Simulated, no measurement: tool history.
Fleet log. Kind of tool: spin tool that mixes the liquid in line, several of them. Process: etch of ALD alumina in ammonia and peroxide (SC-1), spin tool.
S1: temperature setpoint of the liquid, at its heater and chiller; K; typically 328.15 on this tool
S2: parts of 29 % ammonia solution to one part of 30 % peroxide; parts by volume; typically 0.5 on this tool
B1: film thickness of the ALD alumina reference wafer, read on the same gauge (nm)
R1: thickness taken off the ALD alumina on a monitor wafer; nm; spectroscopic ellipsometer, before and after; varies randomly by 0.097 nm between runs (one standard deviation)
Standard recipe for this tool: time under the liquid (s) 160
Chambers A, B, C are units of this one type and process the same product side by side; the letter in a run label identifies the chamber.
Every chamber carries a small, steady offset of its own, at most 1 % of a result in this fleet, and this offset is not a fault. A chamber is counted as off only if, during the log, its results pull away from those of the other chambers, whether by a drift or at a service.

Run 1A, hour 3.6: usual settings; B1 49.990. Result: R1 12.3280 nm.
Run 2B, hour 7.4: usual settings; B1 50.000. Result: R1 12.3170 nm.
Run 3C, hour 12.1: usual settings; B1 49.994. Result: R1 12.2510 nm.
Run 4B, hour 14.6: usual settings; B1 49.983. Result: R1 12.1180 nm.
Run 5A, hour 16.9: usual settings; B1 50.006. Result: R1 12.3090 nm.
Run 6C, hour 21.3: usual settings but S1 324.15 K, time under the liquid (s) 95; B1 50.024. Result: R1 5.8660 nm.
Run 7A, hour 25.9: usual settings but S1 324.15 K, time under the liquid (s) 95; B1 49.993. Result: R1 5.9277 nm.
Run 8C, hour 29.2: usual settings but S1 324.15 K, time under the liquid (s) 95; B1 49.989. Result: R1 5.7928 nm.
Run 9B, hour 32.3: usual settings; B1 49.973. Result: R1 12.0670 nm.
Run 10B, hour 35.5: usual settings; B1 49.980. Result: R1 11.9800 nm.
Run 11A, hour 38.7: usual settings; B1 50.009. Result: R1 12.0980 nm.
Run 12C, hour 41.4: usual settings but time under the liquid (s) 250; B1 50.011. Result: R1 19.1410 nm.
Run 13B, hour 44.4: usual settings but time under the liquid (s) 250; B1 49.998. Result: R1 19.0570 nm.
Run 14C, hour 46.7: usual settings but time under the liquid (s) 250; B1 49.996. Result: R1 19.0630 nm.
Run 15A, hour 49.5: usual settings; B1 49.999. Result: R1 12.2570 nm.
Run 16C, hour 53.6: usual settings; B1 50.000. Result: R1 12.2670 nm.
Run 17A, hour 58.7: usual settings; B1 49.973. Result: R1 12.2850 nm.
Run 18B, hour 63.6: usual settings but S1 323.65 K, time under the liquid (s) 105; B1 50.001. Result: R1 6.5398 nm.
Run 19B, hour 67.1: usual settings but S1 323.65 K, time under the liquid (s) 105; B1 49.994. Result: R1 6.3615 nm.
Run 20A, hour 71.2: usual settings but S1 323.65 K, time under the liquid (s) 105; B1 49.986. Result: R1 6.2569 nm.
Run 21C, hour 74.8: usual settings; B1 49.990. Result: R1 12.1840 nm.
Run 22B, hour 77.7: usual settings; B1 50.007. Result: R1 12.7910 nm.
Run 23C, hour 80.9: usual settings; B1 49.998. Result: R1 12.3330 nm.
Run 24A, hour 85.3: usual settings but time under the liquid (s) 235; B1 49.984. Result: R1 17.8470 nm.
Run 25A, hour 88.2: usual settings but time under the liquid (s) 235; B1 50.000. Result: R1 17.8590 nm.
At hour 89.6: chamber A: ammonia flow meter replaced.
Run 26C, hour 90.7: usual settings but time under the liquid (s) 235; B1 50.009. Result: R1 17.8210 nm.
Run 27B, hour 94.9: usual settings; B1 49.992. Result: R1 13.2180 nm.
Run 28C, hour 97.8: usual settings; B1 49.990. Result: R1 12.1650 nm.
Run 29A, hour 102.8: usual settings; B1 49.982. Result: R1 12.3090 nm.
Run 30B, hour 107.1: usual settings; B1 50.018. Result: R1 13.5630 nm.
Run 31B, hour 110.9: usual settings but S1 335.15 K; B1 49.991. Result: R1 19.1240 nm.

What goes on in this fleet: one chamber off, a drifting gauge, or nothing beyond the chambers' own small offsets? Name the chamber and the cause, if any.

Chamber B drifts away from the others.
Likeliest cause: liquid hotter than its thermometer reads (K) = 2.04.

Below are 4 candidate recipes for chamber B's next run, each the usual settings with a change, their results shown as question marks. Which of them brings B's results back in line with what the other chambers give on the usual settings?
In-line tolerance around the mean of the other chambers on the usual settings: R1 0.3400 nm
Run 32B-1, hour 114.7: usual settings but S1 330.15 K. Result: R1 ?.
Run 32B-2, hour 114.7: usual settings but S1 326.15 K. Result: R1 ?.
Run 32B-3, hour 114.7: usual settings but S1 329.65 K, time under the liquid (s) 175. Result: R1 ?.
Run 32B-4, hour 114.7: usual settings but time under the liquid (s) 135. Result: R1 ?.

Average result of the remaining chambers running the usual settings: R1 12.2440 nm
  run       R1
32B-1  15.0120
32B-2  12.1460
32B-3  15.9990
32B-4  11.4020
The answer is 32B-2, which returns the chamber to within the allowed miss of the others.
